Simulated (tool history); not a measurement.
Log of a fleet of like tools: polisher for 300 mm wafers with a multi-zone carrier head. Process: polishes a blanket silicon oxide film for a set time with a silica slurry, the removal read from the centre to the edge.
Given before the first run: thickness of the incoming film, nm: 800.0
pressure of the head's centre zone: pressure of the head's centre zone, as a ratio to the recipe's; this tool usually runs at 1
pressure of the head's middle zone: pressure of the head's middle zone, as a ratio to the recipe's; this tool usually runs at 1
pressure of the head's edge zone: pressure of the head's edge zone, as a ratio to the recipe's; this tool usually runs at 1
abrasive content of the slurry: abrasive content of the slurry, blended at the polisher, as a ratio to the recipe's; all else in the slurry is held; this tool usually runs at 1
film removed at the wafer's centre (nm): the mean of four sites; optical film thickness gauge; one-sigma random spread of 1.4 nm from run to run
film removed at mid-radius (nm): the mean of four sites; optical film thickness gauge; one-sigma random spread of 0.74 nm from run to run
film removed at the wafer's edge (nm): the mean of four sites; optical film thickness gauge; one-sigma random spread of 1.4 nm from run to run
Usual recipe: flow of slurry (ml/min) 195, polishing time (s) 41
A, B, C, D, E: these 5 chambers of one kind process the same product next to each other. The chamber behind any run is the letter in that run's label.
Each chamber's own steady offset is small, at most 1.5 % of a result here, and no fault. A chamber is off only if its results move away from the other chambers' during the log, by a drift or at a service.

run,hour,flow of slurry (ml/min),pressure of the head's centre zone,pressure of the head's middle zone,pressure of the head's edge zone,abrasive content of the slurry,polishing time (s),wafers polished on this pad,hours since the slurry nozzle was cleaned,hours since the centre zone pressure was calibrated,hours since the edge zone pressure was calibrated,film removed at the wafer's centre (nm),film removed at mid-radius (nm),film removed at the wafer's edge (nm)
1D,2.5,195,1,1,1,1,41,191,296,470.6,122.5,109.16,107.17,108.18
2A,7.1,195,1,1,1,1,41,644,146.5,147.4,7.8,111.33,105.27,106.35
3C,9.8,195,1,1,1,1,41,1282,18.3,142,461.6,106,107.21,106.5
4E,12.1,195,1,1,1,1,41,212,886.8,384,809.9,104.24,105.56,105.98
# hour 14: chamber C: worn pad replaced by a new one
5B,14.4,195,1,1.12,1,1,30,408,131.9,1410.8,191.4,79.011,87.513,76.515
6C,17,195,1,1.12,1,1,30,49,25.5,149.2,468.8,78.823,87.821,76.822
# hour 19.4: chamber A: worn pad replaced by a new one
7E,21.6,195,1,1.12,1,1,30,366,896.3,393.5,819.4,78.4,84.519,78.132
8A,23.8,195,1,1.12,1,1,30,72,163.2,164.1,24.5,79.667,86.702,79.027
9D,27.7,195,1,1.12,1,1,30,599,321.2,495.8,147.7,76.557,86.792,77.243
10B,31.3,195,1,1,1,1,41,681,148.8,1427.7,208.3,109.33,106.78,109.35
11E,34,195,1,1,1,1,41,567,908.7,405.9,831.8,107.94,105.17,105
# hour 36.1: chamber D: slurry nozzle cleaned
12B,37.4,195,1,1,1,1,41,780,154.9,1433.8,214.4,108.46,107.3,106.48
# hour 38: chamber D: worn pad replaced by a new one
13A,42.2,195,1,1,1,1,41,371,181.6,182.5,42.9,108.21,105.62,106.46
14D,45.4,195,1,1,1,1,41,120,9.3,513.5,165.4,106.35,106.23,103.41
15C,48.3,195,1,1,1,1,41,557,56.8,180.5,500.1,108.68,108.1,105.88
16E,51.1,195,1,1,1,1,41,844,925.8,423,848.9,106.63,105.53,105.44
# hour 53.3: chamber E: worn pad replaced by a new one
17D,53.6,195,1,1,1,1,41,253,17.5,521.7,173.6,107.91,107.59,107.85
18C,57.4,195,1,1,1,1,41,704,65.9,189.6,509.2,108.5,107.29,107.24
# hour 57.7: chamber B: centre zone pressure recalibrated
# hour 59.8: chamber B: worn pad replaced by a new one
19B,61.6,195,1,1,1,1,41,30,179.1,4,238.6,106.68,106.61,107.03
20A,65,195,1,1,1,1,41,740,204.4,205.3,65.7,108.61,106.1,106.32
21D,69.1,195,1,1,1,1,41,505,33,537.2,189.1,107.19,107.05,103.28
# hour 69.6: chamber A: worn pad replaced by a new one
22E,72.5,195,1.1,1,1,1,50,312,947.2,444.4,870.3,143.67,126.58,132.65
23C,75.7,195,1.1,1,1,1,50,1001,84.2,207.9,527.5,146.02,132.19,129.83
24B,79.1,195,1.1,1,1,1,50,314,196.6,21.5,256.1,145.49,129.62,129.06
# hour 79.7: chamber D: worn pad replaced by a new one
25A,83.2,195,1.1,1,1,1,50,220,222.6,223.5,83.9,147.69,130.31,130.48
# hour 86: chamber E: slurry nozzle cleaned
26C,86.7,195,1.1,1,1,1,50,1179,95.2,218.9,538.5,142.45,130.47,130.72
27E,91.3,195,1,1,1,1,41,616,5.3,463.2,889.1,101.92,105.12,105.67
28B,93.5,195,1,1,1,1,41,547,211,35.9,270.5,107.67,106.39,105.59
29D,96.2,195,1,1,1,1,41,267,60.1,564.3,216.2,107.63,106.65,105.97
30A,98.6,195,1,1,1,1,41,470,238,238.9,99.3,105.97,106.39,106.27
# hour 100.1: chamber E: worn pad replaced by a new one
31E,101.9,195,1,1,1,1,41,29,15.9,473.8,899.7,101.02,106.85,106.51
32D,105.2,195,1,1,1,1,41,413,69.1,573.3,225.2,107.52,107.22,110.33
# hour 106.9: chamber C: worn pad replaced by a new one
33C,108.7,195,1,1,1,1,41,30,117.2,240.9,560.5,106.12,106.95,105.69
34B,111.2,195,0.95,1,1,1,41,834,228.7,53.6,288.2,104.17,108.2,108.99
35A,114.9,195,0.95,1,1,1,41,734,254.3,255.2,115.6,98.017,105.27,108.26
# hour 117.9: chamber A: worn pad replaced by a new one
36A,118.5,195,0.95,1,1,1,41,10,257.9,258.8,119.2,102.29,106.66,104.67
37B,122.2,195,0.95,1,1,1,41,1012,239.7,64.6,299.2,101.01,106.02,107.06
38E,124.6,195,0.95,1,1,1,41,397,38.6,496.5,922.4,91.739,105.73,108.88
39D,128,195,1,1,1,1,41,783,91.9,596.1,248,108.29,106.49,106.16
# hour 130.2: chamber D: worn pad replaced by a new one
40C,131.1,195,1,1,1,1,41,393,139.6,263.3,582.9,109.69,107.8,106.93
41D,134.2,195,1,1,1,1,41,65,98.1,602.3,254.2,107.68,106.76,103.79
42C,138.3,195,1,1,1,1,41,510,146.8,270.5,590.1,103.78,108.11,107.48

Has any chamber moved away from the others, gradually or after a service, or does the common gauge drift, or do the chambers differ only by their own small steady offsets? State the chamber and the most likely cause if one applies.

Little by little, chamber E moves away from the other chambers.
Likeliest cause: centre zone's pressure below its setpoint, % = 9.16.

Here are 4 candidates for chamber E's next run, each the usual settings with a change, their results left as question marks. Which one brings its results back in line with what the others give on the usual settings?
In line means no further than this from the other chambers' mean on the usual settings: film removed at the wafer's centre (nm) 5.1; film removed at mid-radius (nm) 2.6; film removed at the wafer's edge (nm) 5
43E-1,141.7,190,0.92,1.01,1.03,1,40,,,,,?,?,?
43E-2,141.7,195,1.02,1,0.99,1,41,,,,,?,?,?
43E-3,141.7,195,0.98,1,1.01,1,41,,,,,?,?,?
43E-4,141.7,200,1.08,0.99,0.97,1,42,,,,,?,?,?

What the other chambers average on the usual settings: film removed at the wafer's centre (nm) 107.28; film removed at mid-radius (nm) 106.69; film removed at the wafer's edge (nm) 106.82
run,film removed at the wafer's centre (nm),film removed at mid-radius (nm),film removed at the wafer's edge (nm)
43E-1,84.703,103.4,104.61
43E-2,97.876,105.38,105.34
43E-3,93.601,105.4,106.44
43E-4,107.26,107.33,107.08
With 43E-4, the chamber falls back in line with the rest.
